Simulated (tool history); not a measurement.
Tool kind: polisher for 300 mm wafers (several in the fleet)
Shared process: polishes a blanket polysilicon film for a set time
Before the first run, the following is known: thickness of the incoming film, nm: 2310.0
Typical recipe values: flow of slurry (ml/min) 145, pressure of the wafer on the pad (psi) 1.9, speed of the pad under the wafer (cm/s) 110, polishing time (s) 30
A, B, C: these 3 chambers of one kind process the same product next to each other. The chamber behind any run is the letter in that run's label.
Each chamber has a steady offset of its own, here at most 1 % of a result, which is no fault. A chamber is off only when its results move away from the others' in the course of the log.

run	day	flow of slurry (ml/min)	pressure of the wafer on the pad (psi)	speed of the pad under the wafer (cm/s)	polishing time (s)	wafers polished on this pad	hours since the slurry nozzle was cleaned	hours since the head pressure was calibrated	film removed (nm)
# day 0.054: chamber B: worn pad replaced by a new one
1A	0.538	145	1.9	110	30	678	39.2	474.0	173.81
2C	1.067	145	1.9	110	30	1392	266.3	1075.1	174.49
# day 1.071: chamber C: worn pad replaced by a new one
3B	1.454	145	1.9	110	30	317	521.9	592.9	176.43
4A	2.050	145	1.9	110	30	1020	75.5	510.3	173.99
5C	2.604	145	1.9	110	30	348	303.2	1112.0	175.52
# day 2.983: chamber A: worn pad replaced by a new one
6B	3.133	145	1.9	110	30	697	562.2	633.2	173.45
# day 3.329: chamber A: head pressure recalibrated
7C	3.471	145	1.9	110	30	544	324.0	1132.8	176.35
# day 3.479: chamber C: head pressure recalibrated
8B	4.054	145	1.9	110	30	906	584.3	655.3	173.48
# day 4.271: chamber C: slurry nozzle cleaned
9A	4.571	185	1.9	110	30	360	136.0	29.9	181.07
# day 4.638: chamber B: worn pad replaced by a new one
10C	4.867	185	1.9	110	30	860	14.3	33.3	190.57
11A	5.429	185	1.9	110	30	554	156.6	50.5	180.19
# day 5.800: chamber C: worn pad replaced by a new one
12B	6.000	145	1.9	110	30	309	631.0	702.0	175.23
13C	6.462	145	1.9	110	30	150	52.6	71.6	182.42
14B	6.912	145	1.9	110	30	516	652.9	723.9	173.44
15A	7.342	145	1.9	110	30	987	202.5	96.4	174.32
16C	7.629	145	1.9	110	30	414	80.6	99.6	184.38
17B	8.033	145	1.9	110	30	770	679.8	750.8	171.91
18A	8.388	145	1.9	110	30	1224	227.6	121.5	172.84
19C	8.704	190	1.9	76	30	658	106.4	125.4	132.24
20B	8.983	190	1.9	76	30	985	702.6	773.6	124.03

For the next run the whole fleet of 3 chambers uses the same settings. Give each chamber's results:
21A	9.442	145	2.1	110	30				?
21B	9.442	145	2.1	110	30				?
21C	9.442	145	2.1	110	30				?

run	film removed (nm)
21A	188.46
21B	191.09
21C	203.07
